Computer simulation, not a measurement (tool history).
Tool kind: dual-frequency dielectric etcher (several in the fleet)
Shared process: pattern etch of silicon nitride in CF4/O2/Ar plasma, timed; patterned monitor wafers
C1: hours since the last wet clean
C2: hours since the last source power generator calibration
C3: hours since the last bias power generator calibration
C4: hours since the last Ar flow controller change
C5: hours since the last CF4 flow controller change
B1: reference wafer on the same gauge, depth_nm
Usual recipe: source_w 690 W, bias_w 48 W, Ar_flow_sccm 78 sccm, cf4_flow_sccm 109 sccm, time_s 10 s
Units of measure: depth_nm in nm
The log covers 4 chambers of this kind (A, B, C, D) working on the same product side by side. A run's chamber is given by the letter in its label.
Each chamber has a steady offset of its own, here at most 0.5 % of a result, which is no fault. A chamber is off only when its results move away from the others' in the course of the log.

run 1A hour=5.9 | source_w=690 bias_w=48 Ar_flow_sccm=78 cf4_flow_sccm=109 time_s=10 | C1=388.5 C2=860 C3=2259.2 C4=3386.1 C5=2272.4 | B1=27.918 | depth_nm=25.783
run 2D hour=11.7 | source_w=690 bias_w=48 Ar_flow_sccm=78 cf4_flow_sccm=109 time_s=10 | C1=121.7 C2=2185.5 C3=1807.5 C4=720.2 C5=2256.6 | B1=27.891 | depth_nm=25.611
run 3B hour=18.9 | source_w=690 bias_w=48 Ar_flow_sccm=78 cf4_flow_sccm=109 time_s=10 | C1=370.4 C2=2031.5 C3=163.6 C4=597.9 C5=61.1 | B1=27.907 | depth_nm=25.819
run 4C hour=23.2 | source_w=690 bias_w=48 Ar_flow_sccm=78 cf4_flow_sccm=109 time_s=10 | C1=248.4 C2=1228 C3=292.1 C4=3378.3 C5=3293.4 | B1=27.905 | depth_nm=25.962
run 5B hour=27.7 | source_w=690 bias_w=48 Ar_flow_sccm=78 cf4_flow_sccm=109 time_s=10 | C1=379.2 C2=2040.3 C3=172.4 C4=606.7 C5=69.9 | B1=27.882 | depth_nm=25.731
run 6C hour=31.6 | source_w=690 bias_w=48 Ar_flow_sccm=78 cf4_flow_sccm=109 time_s=10 | C1=256.8 C2=1236.4 C3=300.5 C4=3386.7 C5=3301.8 | B1=27.926 | depth_nm=25.979
run 7D hour=37.5 | source_w=690 bias_w=37 Ar_flow_sccm=78 cf4_flow_sccm=87 time_s=10 | C1=147.5 C2=2211.3 C3=1833.3 C4=746 C5=2282.4 | B1=27.945 | depth_nm=23.098
run 8A hour=41.9 | source_w=690 bias_w=37 Ar_flow_sccm=78 cf4_flow_sccm=87 time_s=10 | C1=424.5 C2=896 C3=2295.2 C4=3422.1 C5=2308.4 | B1=27.867 | depth_nm=23.134
run 9B hour=48.7 | source_w=690 bias_w=37 Ar_flow_sccm=78 cf4_flow_sccm=87 time_s=10 | C1=400.2 C2=2061.3 C3=193.4 C4=627.7 C5=90.9 | B1=27.889 | depth_nm=22.941
run 10C hour=55.4 | source_w=690 bias_w=37 Ar_flow_sccm=78 cf4_flow_sccm=87 time_s=10 | C1=280.6 C2=1260.2 C3=324.3 C4=3410.5 C5=3325.6 | B1=27.881 | depth_nm=23.061
run 11A hour=58.9 | source_w=690 bias_w=48 Ar_flow_sccm=78 cf4_flow_sccm=109 time_s=10 | C1=441.5 C2=913 C3=2312.2 C4=3439.1 C5=2325.4 | B1=27.938 | depth_nm=25.62
-- hour=60.3 chamber A: wet clean of the chamber
run 12D hour=64.5 | source_w=690 bias_w=48 Ar_flow_sccm=78 cf4_flow_sccm=109 time_s=10 | C1=174.5 C2=2238.3 C3=1860.3 C4=773 C5=2309.4 | B1=27.91 | depth_nm=25.933
run 13A hour=71.5 | source_w=690 bias_w=48 Ar_flow_sccm=78 cf4_flow_sccm=109 time_s=10 | C1=11.3 C2=925.6 C3=2324.8 C4=3451.7 C5=2338 | B1=27.93 | depth_nm=25.796
run 14C hour=77.8 | source_w=690 bias_w=48 Ar_flow_sccm=78 cf4_flow_sccm=109 time_s=10 | C1=303 C2=1282.6 C3=346.7 C4=3432.9 C5=3348 | B1=27.887 | depth_nm=25.868
run 15D hour=84.5 | source_w=690 bias_w=48 Ar_flow_sccm=78 cf4_flow_sccm=109 time_s=10 | C1=194.5 C2=2258.3 C3=1880.3 C4=793 C5=2329.4 | B1=27.839 | depth_nm=26.375
run 16B hour=87.8 | source_w=690 bias_w=48 Ar_flow_sccm=78 cf4_flow_sccm=109 time_s=10 | C1=439.3 C2=2100.4 C3=232.5 C4=666.8 C5=130 | B1=27.865 | depth_nm=25.781
run 17D hour=91.3 | source_w=690 bias_w=48 Ar_flow_sccm=78 cf4_flow_sccm=109 time_s=10 | C1=201.3 C2=2265.1 C3=1887.1 C4=799.8 C5=2336.2 | B1=27.924 | depth_nm=26.462
run 18B hour=97.3 | source_w=690 bias_w=48 Ar_flow_sccm=78 cf4_flow_sccm=109 time_s=10 | C1=448.8 C2=2109.9 C3=242 C4=676.3 C5=139.5 | B1=27.898 | depth_nm=26.074
run 19A hour=101.7 | source_w=690 bias_w=48 Ar_flow_sccm=78 cf4_flow_sccm=109 time_s=10 | C1=41.5 C2=955.8 C3=2355 C4=3481.9 C5=2368.2 | B1=27.875 | depth_nm=25.368
-- hour=102.8 chamber A: CF4 flow controller replaced
run 20C hour=105.7 | source_w=690 bias_w=48 Ar_flow_sccm=78 cf4_flow_sccm=109 time_s=10 | C1=330.9 C2=1310.5 C3=374.6 C4=3460.8 C5=3375.9 | B1=27.924 | depth_nm=26.057
run 21B hour=109.9 | source_w=690 bias_w=48 Ar_flow_sccm=78 cf4_flow_sccm=109 time_s=10 | C1=461.4 C2=2122.5 C3=254.6 C4=688.9 C5=152.1 | B1=27.896 | depth_nm=25.911
run 22D hour=113.4 | source_w=690 bias_w=48 Ar_flow_sccm=78 cf4_flow_sccm=109 time_s=10 | C1=223.4 C2=2287.2 C3=1909.2 C4=821.9 C5=2358.3 | B1=27.888 | depth_nm=26.888
run 23A hour=116.7 | source_w=690 bias_w=48 Ar_flow_sccm=78 cf4_flow_sccm=109 time_s=10 | C1=56.5 C2=970.8 C3=2370 C4=3496.9 C5=13.9 | B1=27.907 | depth_nm=25.763
run 24C hour=120.3 | source_w=690 bias_w=48 Ar_flow_sccm=78 cf4_flow_sccm=109 time_s=10 | C1=345.5 C2=1325.1 C3=389.2 C4=3475.4 C5=3390.5 | B1=27.939 | depth_nm=26.007
run 25C hour=125 | source_w=690 bias_w=48 Ar_flow_sccm=78 cf4_flow_sccm=109 time_s=10 | C1=350.2 C2=1329.8 C3=393.9 C4=3480.1 C5=3395.2 | B1=27.942 | depth_nm=26.016
run 26A hour=129.1 | source_w=690 bias_w=48 Ar_flow_sccm=78 cf4_flow_sccm=109 time_s=10 | C1=68.9 C2=983.2 C3=2382.4 C4=3509.3 C5=26.3 | B1=27.891 | depth_nm=25.792
run 27D hour=133.2 | source_w=690 bias_w=48 Ar_flow_sccm=78 cf4_flow_sccm=109 time_s=10 | C1=243.2 C2=2307 C3=1929 C4=841.7 C5=2378.1 | B1=27.855 | depth_nm=26.587
run 28B hour=136.4 | source_w=690 bias_w=48 Ar_flow_sccm=78 cf4_flow_sccm=109 time_s=10 | C1=487.9 C2=2149 C3=281.1 C4=715.4 C5=178.6 | B1=27.91 | depth_nm=26.147
run 29A hour=140.3 | source_w=690 bias_w=48 Ar_flow_sccm=78 cf4_flow_sccm=109 time_s=10 | C1=80.1 C2=994.4 C3=2393.6 C4=3520.5 C5=37.5 | B1=27.874 | depth_nm=25.562
run 30B hour=144.7 | source_w=690 bias_w=48 Ar_flow_sccm=78 cf4_flow_sccm=109 time_s=10 | C1=496.2 C2=2157.3 C3=289.4 C4=723.7 C5=186.9 | B1=27.91 | depth_nm=25.865
run 31D hour=148.9 | source_w=690 bias_w=48 Ar_flow_sccm=78 cf4_flow_sccm=109 time_s=10 | C1=258.9 C2=2322.7 C3=1944.7 C4=857.4 C5=2393.8 | B1=27.895 | depth_nm=27.022
run 32C hour=154.2 | source_w=690 bias_w=48 Ar_flow_sccm=78 cf4_flow_sccm=109 time_s=10 | C1=379.4 C2=1359 C3=423.1 C4=3509.3 C5=3424.4 | B1=27.891 | depth_nm=25.776
run 33D hour=158.2 | source_w=690 bias_w=48 Ar_flow_sccm=78 cf4_flow_sccm=109 time_s=10 | C1=268.2 C2=2332 C3=1954 C4=866.7 C5=2403.1 | B1=27.939 | depth_nm=27.168

All 4 chambers run these settings next. Forecast each chamber's results:
run 34A hour=163.4 | source_w=690 bias_w=48 Ar_flow_sccm=78 cf4_flow_sccm=109 time_s=10 | depth_nm=?
run 34B hour=163.4 | source_w=690 bias_w=48 Ar_flow_sccm=78 cf4_flow_sccm=109 time_s=10 | depth_nm=?
run 34C hour=163.4 | source_w=690 bias_w=48 Ar_flow_sccm=78 cf4_flow_sccm=109 time_s=10 | depth_nm=?
run 34D hour=163.4 | source_w=690 bias_w=48 Ar_flow_sccm=78 cf4_flow_sccm=109 time_s=10 | depth_nm=?

run=34A depth_nm=26.116
run=34B depth_nm=25.709
run=34C depth_nm=25.908
run=34D depth_nm=27.17
